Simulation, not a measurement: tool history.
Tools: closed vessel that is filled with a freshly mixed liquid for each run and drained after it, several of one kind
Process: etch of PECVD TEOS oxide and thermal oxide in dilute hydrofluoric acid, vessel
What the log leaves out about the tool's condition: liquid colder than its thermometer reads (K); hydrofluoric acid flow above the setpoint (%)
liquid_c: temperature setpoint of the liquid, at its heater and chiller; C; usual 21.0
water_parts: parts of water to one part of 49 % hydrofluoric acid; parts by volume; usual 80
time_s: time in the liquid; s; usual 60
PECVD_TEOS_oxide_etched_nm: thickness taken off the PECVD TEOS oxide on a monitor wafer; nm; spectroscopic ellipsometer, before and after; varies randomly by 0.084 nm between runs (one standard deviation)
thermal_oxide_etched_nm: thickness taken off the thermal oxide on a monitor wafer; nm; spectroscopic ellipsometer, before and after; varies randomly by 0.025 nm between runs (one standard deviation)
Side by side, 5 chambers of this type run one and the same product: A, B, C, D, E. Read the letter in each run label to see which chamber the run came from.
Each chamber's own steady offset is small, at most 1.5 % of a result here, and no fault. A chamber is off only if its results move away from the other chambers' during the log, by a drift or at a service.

run,hour,liquid_c,water_parts,time_s,hours since the thermometer was replaced,hours since the hydrofluoric acid flow meter was replaced,"read-back film thickness of the PECVD TEOS oxide reference wafer, read on the same gauge (nm)","read-back film thickness of the thermal oxide reference wafer, read on the same gauge (nm)",PECVD_TEOS_oxide_etched_nm,thermal_oxide_etched_nm
1E,5.8,21.0,80,60,490.0,360.5,30.001,110.00,11.9180,3.1443
2B,11.8,21.0,80,60,1532.2,1071.5,29.985,110.01,11.6690,3.2173
3C,16.8,21.0,80,60,1605.3,575.7,30.002,110.02,11.9700,3.1597
4D,21.9,21.0,80,60,820.7,49.6,30.002,110.00,11.9650,3.1620
5A,28.6,21.0,80,60,195.3,630.3,30.013,110.01,11.7830,3.2133
6C,32.7,21.0,80,60,1621.2,591.6,30.025,109.99,11.9500,3.2108
7A,37.8,21.0,80,60,204.5,639.5,30.003,109.99,11.8880,3.1985
8E,43.0,21.0,80,60,527.2,397.7,29.996,110.00,11.9640,3.1624
9B,47.0,21.0,80,50,1567.4,1106.7,30.021,109.99,9.8536,2.6604
10D,51.1,21.0,80,50,849.9,78.8,29.985,110.01,9.8936,2.6409
11A,55.0,21.0,80,50,221.7,656.7,29.989,110.01,9.9070,2.6705
12E,59.2,21.0,80,50,543.4,413.9,29.987,110.00,9.9833,2.6119
13D,64.6,21.0,80,50,863.4,92.3,30.007,109.99,9.8389,2.6370
14B,71.3,21.0,80,60,1591.7,1131.0,30.004,110.02,11.6610,3.1968
15C,76.8,21.0,80,60,1665.3,635.7,30.012,109.98,11.9100,3.1456
16A,81.6,19.0,60,60,248.3,683.3,30.003,109.99,14.7540,4.0562
17B,84.9,19.0,60,60,1605.3,1144.6,30.003,110.02,14.7260,4.0375
18E,88.6,19.0,60,60,572.8,443.3,29.998,110.01,15.0020,3.9462
19C,94.4,19.0,60,60,1682.9,653.3,29.978,110.01,15.0180,3.9494
20D,97.6,19.0,60,60,896.4,125.3,29.987,110.00,15.0610,4.0270
21A,104.4,21.0,80,60,271.1,706.1,30.004,110.00,11.8490,3.2023
22E,107.5,21.0,80,60,591.7,462.2,30.006,110.00,11.9600,3.1147
23B,112.1,21.0,80,60,1632.5,1171.8,29.990,110.01,11.6540,3.1507
24C,116.0,21.0,80,60,1704.5,674.9,30.000,110.00,11.8460,3.1793
25D,122.8,21.0,80,60,921.6,150.5,30.000,110.00,12.0310,3.2311
26B,128.4,17.5,45,60,1648.8,1188.1,30.010,110.00,18.9670,5.1347
27D,134.4,17.5,45,60,933.2,162.1,30.003,110.00,19.3270,5.1223
28C,137.9,17.5,45,60,1726.4,696.8,30.003,110.02,18.8210,4.9611
29E,144.6,17.5,45,60,628.8,499.3,30.006,110.02,19.2070,5.0978
30A,147.8,17.5,45,60,314.5,749.5,29.995,109.98,18.9590,5.0692
31B,151.4,21.0,80,60,1671.8,1211.1,30.011,110.00,11.7550,3.2103
32E,157.5,21.0,80,60,641.7,512.2,29.995,109.99,11.9550,3.1312
33C,164.0,21.0,80,60,1752.5,722.9,30.017,110.01,11.8380,3.1865
34A,167.4,24.5,80,80,334.1,769.1,30.023,109.98,18.4390,4.9449
35D,172.1,24.5,80,80,970.9,199.8,29.998,110.00,18.3230,4.8772
36A,175.4,24.5,80,80,342.1,777.1,30.002,110.01,18.2500,4.9562
37D,179.5,24.5,80,80,978.3,207.2,29.981,109.99,18.3260,4.9108
38C,183.2,24.5,80,80,1771.7,742.1,29.988,110.01,18.2820,4.8187
39B,187.0,21.0,80,60,1707.4,1246.7,30.019,110.00,11.8980,3.2001
40E,190.8,21.0,80,60,675.0,545.5,30.004,110.02,12.0830,3.1594
41B,197.4,21.0,80,60,1717.8,1257.1,29.999,110.00,11.8530,3.1700
42C,203.8,21.0,80,60,1792.3,762.7,29.999,110.01,11.9120,3.2062

For the next run the whole fleet of 5 chambers uses the same settings. Give each chamber's results:
43A,208.9,21.0,80,30,,,,,?,?
43B,208.9,21.0,80,30,,,,,?,?
43C,208.9,21.0,80,30,,,,,?,?
43D,208.9,21.0,80,30,,,,,?,?
43E,208.9,21.0,80,30,,,,,?,?

run,PECVD_TEOS_oxide_etched_nm,thermal_oxide_etched_nm
43A,5.9154,1.6120
43B,5.8868,1.5840
43C,5.9904,1.5602
43D,5.9757,1.5920
43E,6.0084,1.5730

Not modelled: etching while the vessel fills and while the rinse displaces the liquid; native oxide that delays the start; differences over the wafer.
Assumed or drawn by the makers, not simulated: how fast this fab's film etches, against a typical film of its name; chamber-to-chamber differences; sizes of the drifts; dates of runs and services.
